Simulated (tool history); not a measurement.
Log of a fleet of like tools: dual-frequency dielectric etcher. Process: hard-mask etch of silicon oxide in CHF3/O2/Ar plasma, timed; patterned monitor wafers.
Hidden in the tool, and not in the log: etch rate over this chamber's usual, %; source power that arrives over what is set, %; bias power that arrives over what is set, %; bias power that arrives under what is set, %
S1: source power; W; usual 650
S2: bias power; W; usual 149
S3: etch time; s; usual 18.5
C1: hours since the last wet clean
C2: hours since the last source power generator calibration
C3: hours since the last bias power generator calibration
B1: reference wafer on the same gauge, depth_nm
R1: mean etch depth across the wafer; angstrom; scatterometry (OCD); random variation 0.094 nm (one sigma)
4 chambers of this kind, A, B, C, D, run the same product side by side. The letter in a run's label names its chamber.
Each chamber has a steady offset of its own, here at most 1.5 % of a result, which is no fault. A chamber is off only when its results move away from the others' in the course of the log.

run   hour   S1   S2    S3     C1      C2      C3      B1      R1
 1C    4.8  650  149  18.5  358.4  2946.8  1819.1  36.469  351.35
 2B   10.2  650  149  18.5  218.2  1515.8    1530  36.494  353.61
 3A   13.8  650  149  18.5  208.5  3881.7  1831.7  36.516  354.36
 4D     19  650  149  18.5  232.6   419.2  1358.7   36.51  353.37
 5C   25.5  650  149  18.5  379.1  2967.5  1839.8  36.498   350.1
 6D   31.7  650  149  18.5  245.3   431.9  1371.4  36.506  355.35
 7B   35.7  650  149  18.5  243.7  1541.3  1555.5  36.516  354.38
 8A   40.1  650  149  18.5  234.8    3908    1858  36.533  353.65
 9A   45.1  650  149  18.5  239.8    3913    1863  36.513  352.91
10B   50.1  650  149  18.5  258.1  1555.7  1569.9   36.51  355.03
11C   54.7  650  149  18.5  408.3  2996.7    1869  36.496  351.05
12D   61.1  650  149  18.5  274.7   461.3  1400.8  36.499  355.19
13B   65.9  650  149  18.5  273.9  1571.5  1585.7  36.518  353.71
14D   68.8  650  173  18.5  282.4     469  1408.5  36.512  372.98
15C   74.3  650  173  18.5  427.9  3016.3  1888.6  36.508  367.26
16A   77.7  650  173  18.5  272.4  3945.6  1895.6    36.5  370.22
17B   82.1  650  173  18.5  290.1  1587.7  1601.9  36.506  369.69
18D   88.1  650  149  18.5  301.7   488.3  1427.8  36.511  354.92
19C   91.2  650  149  18.5  444.8  3033.2  1905.5  36.509  353.11
20A   94.1  650  149  18.5  288.8    3962    1912  36.509     354
21D   97.8  800  134  18.5  311.4     498  1437.5  36.501  370.69
22C    103  800  134  18.5  456.6    3045  1917.3  36.466  367.79
23B  108.4  800  134  18.5  316.4    1614  1628.2  36.494  372.34
24A  114.4  800  134  18.5  309.1  3982.3  1932.3  36.483  371.51
25D  120.7  650  149  18.5  334.3   520.9  1460.4  36.526  355.42
26A  126.4  650  149  18.5  321.1  3994.3  1944.3  36.505  352.01
       130  -- chamber B: wet clean of the chamber
27B  131.6  650  149  18.5    1.7  1637.2  1651.4    36.5  352.44
28C  134.8  650  149  18.5  488.4  3076.8  1949.1  36.522  351.82
29B  141.1  650  149  18.5   11.2  1646.7  1660.9  36.516  354.64
     144.3  -- chamber D: bias power generator calibrated
30C  146.9  650  149  18.5  500.5  3088.9  1961.2  36.534   349.7
31A  152.1  650  149  18.5  346.8    4020    1970  36.495  353.06
32D  157.3  650  149  18.5  370.9   557.5      13  36.488  356.14
33B  161.7  650  149  18.5   31.8  1667.3  1681.5  36.536  353.53
34D  165.5  650  149  18.5  379.1   565.7    21.2  36.487  354.68
35C  168.7  650  149  18.5  522.3  3110.7    1983  36.494  350.91
36A  173.8  650  149  18.5  368.5  4041.7  1991.7  36.486  354.94
37A  177.1  650  170  18.5  371.8    4045    1995  36.506  368.17
38D    182  650  170  18.5  395.6   582.2    37.7  36.499  371.56
39C  186.2  650  170  18.5  539.8  3128.2  2000.5  36.509  366.24
40B  192.1  650  170  18.5   62.2  1697.7  1711.9  36.482  369.07
41D  196.3  650  149  18.5  409.9   596.5      52  36.533  355.47
42A  199.7  650  149  18.5  394.4  4067.6  2017.6  36.492   353.4

What goes on in this fleet: one chamber off, a drifting gauge, or nothing beyond the chambers' own small offsets? Name the chamber and the cause, if any.

No chamber stands off beyond its own small offset, and the gauge holds steady.
